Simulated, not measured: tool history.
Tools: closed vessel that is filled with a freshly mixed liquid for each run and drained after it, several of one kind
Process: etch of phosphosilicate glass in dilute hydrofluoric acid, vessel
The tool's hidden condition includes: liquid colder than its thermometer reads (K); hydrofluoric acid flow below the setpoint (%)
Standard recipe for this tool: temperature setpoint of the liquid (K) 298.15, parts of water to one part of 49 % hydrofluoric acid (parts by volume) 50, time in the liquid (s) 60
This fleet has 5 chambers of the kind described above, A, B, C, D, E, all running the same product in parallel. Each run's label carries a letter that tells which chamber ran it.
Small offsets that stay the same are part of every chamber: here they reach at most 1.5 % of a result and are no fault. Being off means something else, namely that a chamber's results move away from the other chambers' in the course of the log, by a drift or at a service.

run   hour  temperature setpoint of the liquid (K)  parts of water to one part of 49 % hydrofluoric acid (parts by volume)  time in the liquid (s)  hours since the thermometer was replaced  hours since the hydrofluoric acid flow meter was replaced  read-back film thickness of the phosphosilicate glass reference wafer, read on the same gauge (nm)  thickness taken off the phosphosilicate glass on a monitor wafer (nm)
 1B    6.3                                  298.15                                                                      50                      60                                     641.8                                                      211.6                                                                                              100.01                                                                 172.62
 2A   15.7                                  298.15                                                                      50                      60                                      1464                                                      383.9                                                                                              100.01                                                                 177.41
 3D   21.3                                  298.15                                                                      50                      60                                     164.5                                                     1405.3                                                                                                 100                                                                 173.63
 4E   26.6                                  298.15                                                                      50                      60                                     585.9                                                      337.5                                                                                              100.01                                                                 170.77
 5C   35.2                                  301.15                                                                      75                      60                                      89.9                                                      904.4                                                                                              100.01                                                                 127.77
 6B   43.2                                  301.15                                                                      75                      60                                     678.7                                                      248.5                                                                                              99.998                                                                 125.49
 7E   49.2                                  301.15                                                                      75                      60                                     608.5                                                      360.1                                                                                              100.01                                                                 125.68
 8D   54.2                                  301.15                                                                      75                      60                                     197.4                                                     1438.2                                                                                              99.999                                                                 125.93
 9A   62.5                                  301.15                                                                      75                      60                                    1510.8                                                      430.7                                                                                              99.991                                                                 126.01
10C   70.4                                  295.65                                                                      40                      60                                     125.1                                                      939.6                                                                                              99.993                                                                 202.01
11C   78.7                                  295.65                                                                      40                      60                                     133.4                                                      947.9                                                                                                 100                                                                 200.98
12A   88.2                                  295.65                                                                      40                      60                                    1536.5                                                      456.4                                                                                              99.998                                                                 201.28
13B     95                                  295.65                                                                      40                      60                                     730.5                                                      300.3                                                                                              99.999                                                                 195.65
14E   99.8                                  295.65                                                                      40                      60                                     659.1                                                      410.7                                                                                              99.993                                                                 199.54
15D  105.1                                  298.15                                                                      50                      60                                     248.3                                                     1489.1                                                                                              100.02                                                                 172.98
16D  112.6                                  298.15                                                                      30                      80                                     255.8                                                     1496.6                                                                                                 100                                                                 398.93
17B  120.5                                  298.15                                                                      30                      80                                       756                                                      325.8                                                                                              99.984                                                                 384.91
18E  130.3                                  298.15                                                                      30                      80                                     689.6                                                      441.2                                                                                              99.978                                                                 398.22
19C  137.4                                  298.15                                                                      30                      80                                     192.1                                                     1006.6                                                                                              100.02                                                                 398.22
20A    142                                  298.15                                                                      30                      80                                    1590.3                                                      510.2                                                                                              99.979                                                                 400.36
21D    148                                  298.15                                                                      50                      60                                     291.2                                                       1532                                                                                              99.988                                                                  173.6
     149.6  -- chamber E: hydrofluoric acid flow meter replaced
22A  155.3                                  298.15                                                                      50                      95                                    1603.6                                                      523.5                                                                                                 100                                                                 279.36
23B  159.8                                  298.15                                                                      50                      95                                     795.3                                                      365.1                                                                                              99.995                                                                 267.55
24E    168                                  298.15                                                                      50                      95                                     727.3                                                       18.5                                                                                              99.987                                                                 274.37
25C    176                                  298.15                                                                      50                      95                                     230.7                                                     1045.2                                                                                              100.01                                                                 282.78
26C  185.6                                  298.15                                                                      50                      95                                     240.3                                                     1054.8                                                                                              99.999                                                                 278.96
     192.8  -- chamber A: thermometer replaced
27E  194.3                                  298.15                                                                      50                      60                                     753.6                                                       44.8                                                                                              100.02                                                                 173.61
28A  200.5                                  298.15                                                                      50                      95                                       7.7                                                      568.7                                                                                                 100                                                                 274.58
29B  206.7                                  298.15                                                                      50                      95                                     842.2                                                        412                                                                                              100.03                                                                 263.11
30D  211.5                                  298.15                                                                      50                      95                                     354.7                                                     1595.5                                                                                              99.997                                                                 272.03
31B  216.6                                  298.15                                                                      50                      95                                     852.1                                                      421.9                                                                                              100.02                                                                 261.37
32E  224.5                                  298.15                                                                      50                      95                                     783.8                                                         75                                                                                              100.02                                                                 271.59
     228.7  -- chamber E: thermometer replaced
33C  234.3                                  298.15                                                                      50                      60                                       289                                                     1103.5                                                                                              99.988                                                                 176.47
34A  240.5                                  298.15                                                                      50                      60                                      47.7                                                      608.7                                                                                              100.01                                                                  176.7
35D  249.4                                  298.15                                                                      50                      60                                     392.6                                                     1633.4                                                                                                 100                                                                 172.27
36D  254.2                                  298.15                                                                      50                      60                                     397.4                                                     1638.2                                                                                              100.01                                                                 171.04
37E  261.3                                  298.15                                                                      50                      60                                      32.7                                                      111.8                                                                                              100.01                                                                 174.92
38B  269.4                                  298.15                                                                      50                      60                                     904.9                                                      474.7                                                                                              100.01                                                                 163.28
39C  278.8                                  293.65                                                                      50                      60                                     333.5                                                       1148                                                                                               99.98                                                                 147.48
40A  284.6                                  293.65                                                                      50                      60                                      91.8                                                      652.8                                                                                                 100                                                                 146.19
41E    290                                  293.65                                                                      50                      60                                      61.4                                                      140.5                                                                                              100.01                                                                 144.68

Does one chamber stand apart from the rest, does the shared gauge drift, or is all well apart from small per-chamber offsets? Give the chamber and the most likely cause, where there is one.

It is chamber B that slowly wanders off from its peers.
Likeliest cause: hydrofluoric acid flow below the setpoint (%) = 5.82.
The log might look much the same if the cause were instead: liquid colder than its thermometer reads (K).

Chamber B could run next with any of the 4 candidate recipes listed below; each alters the usual settings, and their results appear as question marks. Which one brings its results back in line with what the other chambers deliver on the usual settings?
A result is in line if it is within this distance of the other chambers' mean on the usual settings: thickness taken off the phosphosilicate glass on a monitor wafer (nm) 3.2
42B-1  297.2                                  296.15                                                                      50                      60                                                                                                                                                                                                                                                                               ?
42B-2  297.2                                  298.15                                                                      50                      65                                                                                                                                                                                                                                                                               ?
42B-3  297.2                                  297.15                                                                      50                      60                                                                                                                                                                                                                                                                               ?
42B-4  297.2                                  299.15                                                                      50                      60                                                                                                                                                                                                                                                                               ?

The other chambers' mean on the usual settings: thickness taken off the phosphosilicate glass on a monitor wafer (nm) 174.5
  run  thickness taken off the phosphosilicate glass on a monitor wafer (nm)
42B-1                                                                 148.99
42B-2                                                                 175.07
42B-3                                                                 155.19
42B-4                                                                 168.23
The right change is 42B-2: it brings the chamber back within the allowed miss of the others.
